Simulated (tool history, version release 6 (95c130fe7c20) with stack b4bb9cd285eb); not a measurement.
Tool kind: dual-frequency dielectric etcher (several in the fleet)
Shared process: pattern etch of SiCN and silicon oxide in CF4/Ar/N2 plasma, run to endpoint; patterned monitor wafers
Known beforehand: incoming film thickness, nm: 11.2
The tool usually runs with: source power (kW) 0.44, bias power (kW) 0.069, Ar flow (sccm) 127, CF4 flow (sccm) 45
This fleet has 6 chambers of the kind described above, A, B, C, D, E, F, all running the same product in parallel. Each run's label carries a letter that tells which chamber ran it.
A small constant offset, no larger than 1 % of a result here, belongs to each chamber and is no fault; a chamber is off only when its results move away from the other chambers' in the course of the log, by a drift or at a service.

run	hour	source power (kW)	bias power (kW)	Ar flow (sccm)	CF4 flow (sccm)	endpoint time (s)
1F	6.9	0.44	0.069	127	45	15.097
2A	15.5	0.44	0.069	127	45	14.958
3C	26.3	0.44	0.069	127	45	14.921
4E	33.3	0.44	0.069	127	45	15.144
# hour 38.4: chamber A: wet clean of the chamber
5D	40	0.44	0.069	127	45	15.085
6B	53.7	0.44	0.069	127	45	14.966
7A	63.7	0.44	0.069	127	45	15.073
# hour 76: chamber F: Ar flow controller replaced
8C	76.2	0.44	0.069	127	45	15.007
9D	86.5	0.44	0.069	127	45	15.095
# hour 89.8: chamber F: wet clean of the chamber
10F	93.4	0.44	0.069	127	45	14.966
11E	102.8	0.44	0.069	127	45	15.24
12B	109.7	0.44	0.069	127	45	14.948
13B	118.2	0.33	0.069	127	45	19.061
14E	126.6	0.33	0.069	127	45	19.495
15C	137	0.33	0.069	127	45	19.409
16D	146.5	0.33	0.069	127	45	19.3
17A	158.5	0.33	0.069	127	45	19.355
18F	165.1	0.33	0.069	127	45	19.348
19B	171.3	0.44	0.069	127	45	15.002
20F	181.1	0.44	0.069	127	45	14.99
# hour 182.8: chamber B: wet clean of the chamber
21C	187.8	0.44	0.069	127	45	15.042
22A	196.3	0.44	0.069	127	45	15.009
23E	204.5	0.44	0.069	127	45	15.214
24D	216.8	0.44	0.069	127	45	14.852
25D	225.9	0.44	0.069	127	45	14.848
26A	239.2	0.44	0.069	127	45	15.028
27F	252.6	0.44	0.069	127	45	15.128
28C	263	0.44	0.069	127	45	15.107
29E	274.5	0.44	0.069	127	45	15.133
30B	280.7	0.44	0.069	127	45	14.898
31C	287.8	0.44	0.069	127	45	14.99
32B	300.7	0.44	0.069	127	45	15.006
33E	307.6	0.44	0.069	127	45	15.048
34A	314.2	0.44	0.059	113	45	15.547
35F	323.8	0.44	0.059	113	45	15.543
36D	332.5	0.44	0.059	113	45	15.131
37E	345.5	0.44	0.059	113	45	15.641
38F	355.8	0.44	0.059	113	45	15.53
# hour 361.4: chamber C: bias power generator calibrated
39B	363.1	0.44	0.059	113	45	15.662
40D	374.1	0.44	0.069	127	45	14.494
41C	383.5	0.44	0.069	147	45	15.496
42A	390.9	0.44	0.069	147	45	15.411
43F	398	0.44	0.069	147	45	15.406

All 6 chambers run these settings next. Forecast each chamber's results:
44A	408.2	0.44	0.069	112	45	?
44B	408.2	0.44	0.069	112	45	?
44C	408.2	0.44	0.069	112	45	?
44D	408.2	0.44	0.069	112	45	?
44E	408.2	0.44	0.069	112	45	?
44F	408.2	0.44	0.069	112	45	?

run	endpoint time (s)
44A	14.688
44B	14.749
44C	14.799
44D	14.139
44E	14.771
44F	14.689
